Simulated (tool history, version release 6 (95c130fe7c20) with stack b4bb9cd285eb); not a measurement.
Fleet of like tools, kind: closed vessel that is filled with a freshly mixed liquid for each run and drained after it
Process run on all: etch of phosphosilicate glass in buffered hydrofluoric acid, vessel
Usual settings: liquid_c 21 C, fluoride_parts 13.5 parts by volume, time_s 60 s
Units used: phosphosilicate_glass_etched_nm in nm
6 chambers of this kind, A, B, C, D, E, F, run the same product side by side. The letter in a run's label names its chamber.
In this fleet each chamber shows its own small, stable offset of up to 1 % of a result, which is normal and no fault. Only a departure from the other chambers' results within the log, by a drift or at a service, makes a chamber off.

run	hour	liquid_c	fluoride_parts	time_s	read-back film thickness of the phosphosilicate glass reference wafer, read on the same gauge (nm)	phosphosilicate_glass_etched_nm
1D	7.2	21	13.5	60	69.992	381.39
2A	14.2	21	13.5	60	69.995	385.6
3B	20.7	21	13.5	60	69.996	390.94
4E	25.9	21	13.5	60	70.007	390.41
5F	37.6	21	13.5	60	69.977	384.13
6C	43.9	21	13.5	60	70.011	376.99
7B	49.6	21	13.5	60	70.003	383.03
8F	55.8	21	13.5	60	70.003	379.12
9C	65.1	21	13.5	60	70.02	379.79
10A	71.8	21	13.5	60	70.005	387.62
11E	78.9	21	13.5	60	69.999	379.39
12D	86.7	21	13.5	60	69.995	384.77
13A	93.8	21	13.5	60	69.993	387.5
14E	100.7	19	13.5	35	69.986	202.49
15B	109.9	19	13.5	35	70.024	198.22
16C	121.7	19	13.5	35	69.978	200.93
17D	132.3	19	13.5	35	70.01	200.08
18F	142	19	13.5	35	70.002	203.37
19B	148.3	19	13.5	35	70.014	200.19
# hour 152.7: chamber A: hydrofluoric acid flow meter replaced
# hour 154.7: chamber C: hydrofluoric acid flow meter replaced
20A	158.9	21	13.5	60	70.002	381.75
21C	164.1	21	13.5	60	70	376.65
22F	173.1	21	13.5	60	69.987	390.76
23E	184.5	21	13.5	60	69.995	387.9
24D	190.8	21	13.5	60	69.994	383.62
25F	200.3	21	13.5	60	69.996	389.63
26E	210.2	21	13.5	60	70.003	384.51
27D	220	21	13.5	60	70.009	378.18
28A	228.8	21	13.5	80	69.999	516.48
29B	239.2	21	13.5	80	70.003	515.76
30C	250	21	13.5	80	70.019	509.96
31D	257.8	21	13.5	80	70.001	511.6
32E	268.1	21	13.5	80	69.99	513
33C	277.4	21	13.5	80	69.983	515.72
34B	287.6	21	13.5	60	69.994	385.49
35F	296.5	21	13.5	60	70.018	387.84
36A	305.1	21	13.5	60	70.005	384.28

Decide between three cases: one chamber stands off from its peers, the gauge reading all wafers drifts, or nothing is wrong past each chamber's small offset. Where a chamber is off, say which and what most likely put it there.

Nothing is wrong: each chamber keeps only its own small, steady offset and the gauge holds still.

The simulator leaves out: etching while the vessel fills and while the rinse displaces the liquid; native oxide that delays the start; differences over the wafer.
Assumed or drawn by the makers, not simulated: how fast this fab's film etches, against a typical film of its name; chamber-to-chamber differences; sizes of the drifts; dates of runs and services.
